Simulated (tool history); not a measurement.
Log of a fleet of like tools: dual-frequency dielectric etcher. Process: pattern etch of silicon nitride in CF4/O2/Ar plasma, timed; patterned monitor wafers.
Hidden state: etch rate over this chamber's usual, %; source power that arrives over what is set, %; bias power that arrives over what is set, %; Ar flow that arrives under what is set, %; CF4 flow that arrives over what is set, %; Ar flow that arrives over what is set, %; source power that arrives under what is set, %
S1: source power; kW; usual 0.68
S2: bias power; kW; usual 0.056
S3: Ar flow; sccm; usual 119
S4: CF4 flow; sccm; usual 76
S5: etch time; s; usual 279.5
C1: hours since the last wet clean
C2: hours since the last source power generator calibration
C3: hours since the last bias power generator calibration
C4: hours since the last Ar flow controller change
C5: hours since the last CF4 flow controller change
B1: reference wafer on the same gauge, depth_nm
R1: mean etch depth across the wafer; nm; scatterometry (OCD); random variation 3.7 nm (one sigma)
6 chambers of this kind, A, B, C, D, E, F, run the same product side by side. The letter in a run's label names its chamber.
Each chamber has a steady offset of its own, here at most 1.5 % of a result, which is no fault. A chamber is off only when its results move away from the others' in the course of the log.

run     day    S1     S2   S3  S4     S5     C1      C2      C3      C4      C5      B1      R1
 1C   0.383  0.68  0.056  119  76  279.5  455.8   193.6   371.2  3158.7  1936.2  669.38  682.66
 2E   0.717  0.68  0.056  119  76  279.5  154.6   542.2  1534.5    33.2   362.1   670.3  684.96
 3A   1.146  0.68  0.056  119  76  279.5  277.3  3075.2  3299.2   648.9   893.3   668.8  699.08
 4B   1.629  0.68  0.056  119  76  279.5  471.1  1332.8  3646.1  4285.8   128.4  669.63  676.73
 5F   2.075  0.68  0.056  119  76  279.5  260.3  1580.1  1225.7  1855.3  1881.4  669.64  684.06
      2.096  -- chamber C: wet clean of the chamber
 6D   2.333  0.68  0.056  119  90  279.5  335.3    2564   618.3  2379.3  2142.4  670.63   698.7
 7C   2.729  0.68  0.056  119  90  279.5   15.3   249.9   427.5    3215  1992.5  669.64  699.06
 8D   3.117  0.68  0.056  119  90  279.5  354.1  2582.8   637.1  2398.1  2161.2  669.58  701.58
 9A   3.375  0.68  0.056  119  90  279.5  330.8  3128.7  3352.7   702.4   946.8  670.09  711.02
10E   3.654  0.68  0.056  119  90  279.5  225.1   612.7    1605   103.7   432.6  670.34  696.37
11F   3.904  0.68  0.056  119  90  279.5  304.2    1624  1269.6  1899.2  1925.3  669.96  700.39
12B   4.458  0.68  0.063  119  60  279.5    539  1400.7    3714  4353.7   196.3  670.51  696.52
13A   5.038  0.68  0.063  119  60  279.5  370.7  3168.6  3392.6   742.3   986.7  670.73  705.93
14C   5.338  0.68  0.063  119  60  279.5   77.9   312.5   490.1  3277.6  2055.1  669.82  685.56
15F   5.912  0.68  0.063  119  60  279.5  352.4  1672.2  1317.8  1947.4  1973.5  669.38  701.74
16E    6.45  0.68  0.063  119  60  279.5  292.2   679.8  1672.1   170.8   499.7  670.55  686.23
17D   6.758  0.68  0.063  119  60  279.5  441.5  2670.2   724.5  2485.5  2248.6  669.83  689.95
18B   7.275  0.68  0.056  119  76  279.5  606.6  1468.3  3781.6  4421.3   263.9  670.23  685.84
19C    7.65  0.68  0.056  119  76  279.5  133.4     368   545.6  3333.1  2110.6  669.36  677.48
20B   8.025  0.68  0.056  119  76  279.5  624.6  1486.3  3799.6  4439.3   281.9  669.82  683.82
21E   8.562  0.68  0.056  119  76  279.5  342.9   730.5  1722.8   221.5   550.4  669.99  680.04
22A   9.062  0.68  0.056  119  76  279.5  467.3  3265.2  3489.2   838.9  1083.3  668.97  687.99
23D   9.588  0.68  0.056   93  94  279.5  509.4  2738.1   792.4  2553.4  2316.5  669.89  735.79
24F   9.933  0.68  0.056   93  94  279.5  448.9  1768.7  1414.3  2043.9    2070  669.64  739.27
     10.004  -- chamber B: wet clean of the chamber
25E  10.512  0.68  0.056   93  94  279.5  389.7   777.3  1769.6   268.3   597.2  670.32  725.32
26B  10.979  0.68  0.056   93  94  279.5   23.4  1557.2  3870.5  4510.2   352.8  670.02  726.67
27C  11.467  0.68  0.056   93  94  279.5    225   459.6   637.2  3424.7  2202.2  669.06  722.13
28F  11.717  0.68  0.056   93  94  279.5  491.7  1811.5  1457.1  2086.7  2112.8  670.17   750.8
29D  12.221  0.68  0.056  119  76  279.5  572.6  2801.3   855.6  2616.6  2379.7  669.84  685.36
30A  12.683  0.68  0.056  119  76  279.5  554.2  3352.1  3576.1   925.8  1170.2  669.26  686.47
31B  13.104  0.68  0.056  119  76  279.5   74.4  1608.2  3921.5  4561.2   403.8  669.55  683.92
32A  13.446  0.68  0.056  119  76  279.5  572.5  3370.4  3594.4   944.1  1188.5  669.77  697.33
33F  13.842  0.68  0.056  119  76  279.5  542.7  1862.5  1508.1  2137.7  2163.8   670.3  708.22
34E  14.233  0.68  0.056  119  76  279.5    479   866.6  1858.9   357.6   686.5  670.53  682.87
35D  14.629  0.84  0.056  119  76  328.5  630.4  2859.1   913.4  2674.4  2437.5   670.7  966.43
36C  14.896  0.84  0.056  119  76  328.5  307.3   541.9   719.5    3507  2284.5  669.34  950.58
37C  15.158  0.84  0.056  119  76  328.5  313.6   548.2   725.8  3513.3  2290.8  670.01  947.42

Next, every chamber runs the same settings. What will each give?
38A  15.575  0.68  0.056  119  76  279.5                           ?
38B  15.575  0.68  0.056  119  76  279.5                           ?
38C  15.575  0.68  0.056  119  76  279.5                           ?
38D  15.575  0.68  0.056  119  76  279.5                           ?
38E  15.575  0.68  0.056  119  76  279.5                           ?
38F  15.575  0.68  0.056  119  76  279.5                           ?

run      R1
38A   692.7
38B  678.84
38C  679.98
38D  685.26
38E  684.24
38F  705.59
